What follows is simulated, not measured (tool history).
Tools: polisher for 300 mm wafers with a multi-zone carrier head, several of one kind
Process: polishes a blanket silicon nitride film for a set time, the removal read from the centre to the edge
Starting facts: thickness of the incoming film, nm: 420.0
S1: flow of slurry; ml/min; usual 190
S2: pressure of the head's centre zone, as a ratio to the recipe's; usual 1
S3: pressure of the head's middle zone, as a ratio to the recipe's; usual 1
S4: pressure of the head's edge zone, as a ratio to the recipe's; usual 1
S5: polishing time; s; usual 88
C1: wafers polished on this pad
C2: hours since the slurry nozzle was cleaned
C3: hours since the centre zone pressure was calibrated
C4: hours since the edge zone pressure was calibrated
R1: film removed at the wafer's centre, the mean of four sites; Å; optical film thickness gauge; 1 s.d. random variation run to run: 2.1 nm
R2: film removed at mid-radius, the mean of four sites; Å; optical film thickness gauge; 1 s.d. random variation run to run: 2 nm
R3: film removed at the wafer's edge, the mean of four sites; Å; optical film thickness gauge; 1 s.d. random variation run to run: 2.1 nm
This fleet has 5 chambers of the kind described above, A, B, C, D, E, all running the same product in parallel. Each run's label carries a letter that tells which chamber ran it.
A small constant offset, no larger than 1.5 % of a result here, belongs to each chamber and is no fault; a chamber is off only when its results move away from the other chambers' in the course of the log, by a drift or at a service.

run    day   S1    S2    S3  S4   S5    C1     C2      C3      C4      R1      R2      R3
 1B  0.142  190     1     1   1   88   895  381.1   172.5    1228  1398.5  1419.7  1449.4
     0.208  -- chamber E: worn pad replaced by a new one
 2E  0.312  190     1     1   1   88    19  364.6   572.9   418.3  1442.7  1422.5  1394.3
     0.392  -- chamber D: worn pad replaced by a new one
 3C  0.492  190     1     1   1   88   195  248.6  1083.7   234.7  1456.3  1405.7  1408.7
 4A  0.679  190     1     1   1   88   181  139.2   918.5     178    1425  1415.9    1405
 5D  0.779  190     1     1   1   88    69  584.5   324.4     180  1419.4  1439.8  1436.8
 6B  0.862  190     1     1   1   88  1024  398.4   189.8  1245.3  1409.7    1445  1439.8
     1.029  -- chamber C: slurry nozzle cleaned
 7C  1.038  145     1     1   1   78   293    0.2  1096.8   247.8  1208.6  1195.5  1205.2
 8E  1.212  145     1     1   1   78   180  386.2   594.5   439.9  1196.3    1215  1250.6
     1.288  -- chamber B: worn pad replaced by a new one
 9D  1.396  145     1     1   1   78   180  599.3   339.2   194.8  1222.1  1219.8  1227.2
10A  1.571  145     1     1   1   78   341  160.6   939.9   199.4  1234.7  1228.3  1199.5
11D  1.658  145     1     1   1   78   227  605.6   345.5   201.1  1209.4  1210.8  1221.2
12A  1.775  190     1     1   1   88   377  165.5   944.8   204.3  1421.6  1415.4  1410.3
13E  1.942  190     1     1   1   88   311  403.7     612   457.4  1444.3  1430.5    1447
14C  2.121  190     1     1   1   88   487   26.2  1122.8   273.8  1386.7  1432.7  1441.8
15B  2.279  190     1     1   1   88   178  432.4   223.8  1279.3  1389.8  1416.6  1419.9
16B  2.392  190     1     1   1   88   198  435.1   226.5    1282  1398.6  1446.4  1458.2
17A  2.525  190     1     1   1   88   512  183.5   962.8   222.3  1392.8  1437.8  1430.1
18C   2.65  190     1  0.91   1  118   582   38.9  1135.5   286.5  1938.3  1736.7  1934.2
19D  2.833  190     1  0.91   1  118   437  633.8   373.7   229.3  1985.8    1755  1904.6
20E  3.033  190     1  0.91   1  118   507  429.9   638.2   483.6  1912.7    1714  1907.6
21D  3.133  190     1  0.91   1  118   491    641   380.9   236.5  1935.1  1761.2  1934.9
22E  3.283  190     1  0.91   1  118   552  435.9   644.2   489.6  1837.2  1735.8    1868
23C  3.442  190     1     1   1   88   724   57.9  1154.5   305.5  1392.9  1442.6  1456.2
24A  3.538  190     1     1   1   88   693  207.8   987.1   246.6  1409.6  1398.3  1444.7
     3.633  -- chamber A: worn pad replaced by a new one
25B  3.733  190     1     1   1   88   439  467.3   258.7  1314.2  1409.4  1417.8  1439.5
26C  3.854  190     1     1   1   88   798   67.8  1164.4   315.4  1423.7  1405.9    1421
27B  4.017  220     1     1   1  101   489  474.1   265.5    1321  1703.8  1674.5  1721.6
28E  4.104  220     1     1   1  101   699  455.6   663.9   509.3  1642.5  1592.5  1644.7
29D  4.212  220     1     1   1  101   685  666.9   406.8   262.4  1687.7  1681.1    1692
30A  4.408  220     1     1   1  101   139  228.7    1008   267.5    1648  1693.4  1671.4
31D  4.529  220     1     1   1  101   742  674.5   414.4     270  1631.1    1648  1639.4
32A  4.662  190     1     1   1   88   185  234.8  1014.1   273.6  1379.1  1418.1  1441.3
33E  4.808  190     1     1   1   88   825  472.5   680.8   526.2  1317.6  1359.5  1385.1
34B  4.925  190  1.09     1   1   88   652  495.9   287.3  1342.8  1611.4  1423.4  1442.6
35C  5.088  190  1.09     1   1   88  1019   97.4    1194     345  1550.8  1434.4  1465.5
     5.108  -- chamber D: worn pad replaced by a new one
36A  5.283  190  1.09     1   1   88   296  249.7    1029   288.5  1533.5  1430.5  1453.3
     5.329  -- chamber D: slurry nozzle cleaned
37B  5.388  190  1.09     1   1   88   735    507   298.4  1353.9  1561.3  1412.2  1452.7
38C  5.508  190  1.09     1   1   88  1095  107.5  1204.1   355.1  1585.8  1450.1  1445.1
39D  5.617  190     1     1   1   88    91    6.9   440.5   296.1  1455.3    1457  1417.7
40E  5.704  190  0.91     1   1   88   986    494   702.3   547.7  1184.3  1327.2  1379.2

All chambers now run identical settings, listed one chamber a line with results as question marks. What results will each chamber show?
41A  5.846  190   1   1   1  88                   ?   ?   ?
41B  5.846  190   1   1   1  88                   ?   ?   ?
41C  5.846  190   1   1   1  88                   ?   ?   ?
41D  5.846  190   1   1   1  88                   ?   ?   ?
41E  5.846  190   1   1   1  88                   ?   ?   ?

run      R1      R2      R3
41A  1387.4  1401.6  1398.4
41B  1467.7  1405.8  1446.7
41C  1386.6  1422.5  1435.2
41D  1432.3  1462.4  1423.2
41E  1293.5  1315.9  1334.6

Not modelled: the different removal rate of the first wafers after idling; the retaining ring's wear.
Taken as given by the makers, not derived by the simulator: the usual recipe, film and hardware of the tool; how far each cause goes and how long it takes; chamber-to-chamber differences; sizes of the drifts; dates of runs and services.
